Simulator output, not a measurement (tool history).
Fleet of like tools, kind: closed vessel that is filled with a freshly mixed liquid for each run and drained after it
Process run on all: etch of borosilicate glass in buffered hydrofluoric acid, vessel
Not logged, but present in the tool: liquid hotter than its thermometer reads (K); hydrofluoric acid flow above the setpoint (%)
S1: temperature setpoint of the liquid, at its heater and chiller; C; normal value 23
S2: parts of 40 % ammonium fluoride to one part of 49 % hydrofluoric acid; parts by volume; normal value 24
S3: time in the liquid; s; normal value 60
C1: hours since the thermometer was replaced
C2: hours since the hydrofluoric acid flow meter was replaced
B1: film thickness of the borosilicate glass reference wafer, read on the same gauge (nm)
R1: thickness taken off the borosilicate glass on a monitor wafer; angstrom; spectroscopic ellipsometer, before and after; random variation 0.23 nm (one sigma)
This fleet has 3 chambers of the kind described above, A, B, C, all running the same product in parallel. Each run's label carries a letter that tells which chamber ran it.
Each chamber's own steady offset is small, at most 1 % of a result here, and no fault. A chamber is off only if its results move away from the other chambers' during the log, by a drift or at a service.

run   hour    S1    S2  S3     C1     C2      B1      R1
 1B    5.5    23    24  60  202.4   45.4  30.008  320.11
 2C   15.1    23    24  60  108.6  496.4   29.99  317.13
 3A   23.6    23    24  60  899.9  548.5  30.003  312.86
 4A   29.2    23    24  60  905.5  554.1  30.023  314.24
 5C   37.4    23    24  60  130.9  518.7  30.011  314.67
 6B   43.9    23    24  60  240.8   83.8  30.005  317.57
 7A   49.7  27.5  29.5  60    926  574.6  30.002  345.03
 8C   58.2  27.5  29.5  60  151.7  539.5  29.971  350.75
 9B   66.2  27.5  29.5  60  263.1  106.1  29.979  354.54
10B   71.1    23    17  60    268    111  29.999  416.68
      74.2  -- chamber A: thermometer replaced
11C   76.6    23    17  60  170.1  557.9  29.981  433.54
12A   86.8    23    17  60   12.7  611.7  29.997  418.24
13C   93.8    23    24  75  187.3  575.1  30.011  407.03
14A  102.3    23    24  75   28.2  627.2      30  394.64
15B  112.4    23    24  75  309.3  152.3  29.992  398.31
16B  118.6    23    24  60  315.5  158.5   30.01   319.9
17A  124.4    23    24  60   50.3  649.3  29.983  313.02
18C  132.8    23    24  60  226.3  614.1  30.011  335.86
19C  143.1    23    24  60  236.6  624.4  29.998  337.51
20A  148.6    23    24  60   74.5  673.5  30.027  314.49

One chamber off, gauge drift, or nothing amiss beyond the chambers' own small offsets? If it is a chamber, which one, and what is the likeliest cause?

Chamber C drifts away from the others.
What lies behind it: hydrofluoric acid flow above the setpoint (%) = 10.5.
It could be hard to tell apart here from: liquid hotter than its thermometer reads (K).

Chamber C could run next with any of the 4 candidate recipes listed below; each alters the usual settings, and their results appear as question marks. Which one brings its results back in line with what the other chambers deliver on the usual settings?
In line here means within this much of the mean the other chambers give on the usual settings: R1 8.1 angstrom
21C-1  156.1  21.5    24  60               ?
21C-2  156.1    23    21  60               ?
21C-3  156.1  22.5  24.5  55               ?
21C-4  156.1  23.5  22.5  60               ?

Mean of the other chambers on the usual settings: R1 315.32 angstrom
  run      R1
21C-1   313.5
21C-2  379.31
21C-3  298.94
21C-4  365.15
Change 21C-1 lands the chamber within the allowed miss of the other chambers.
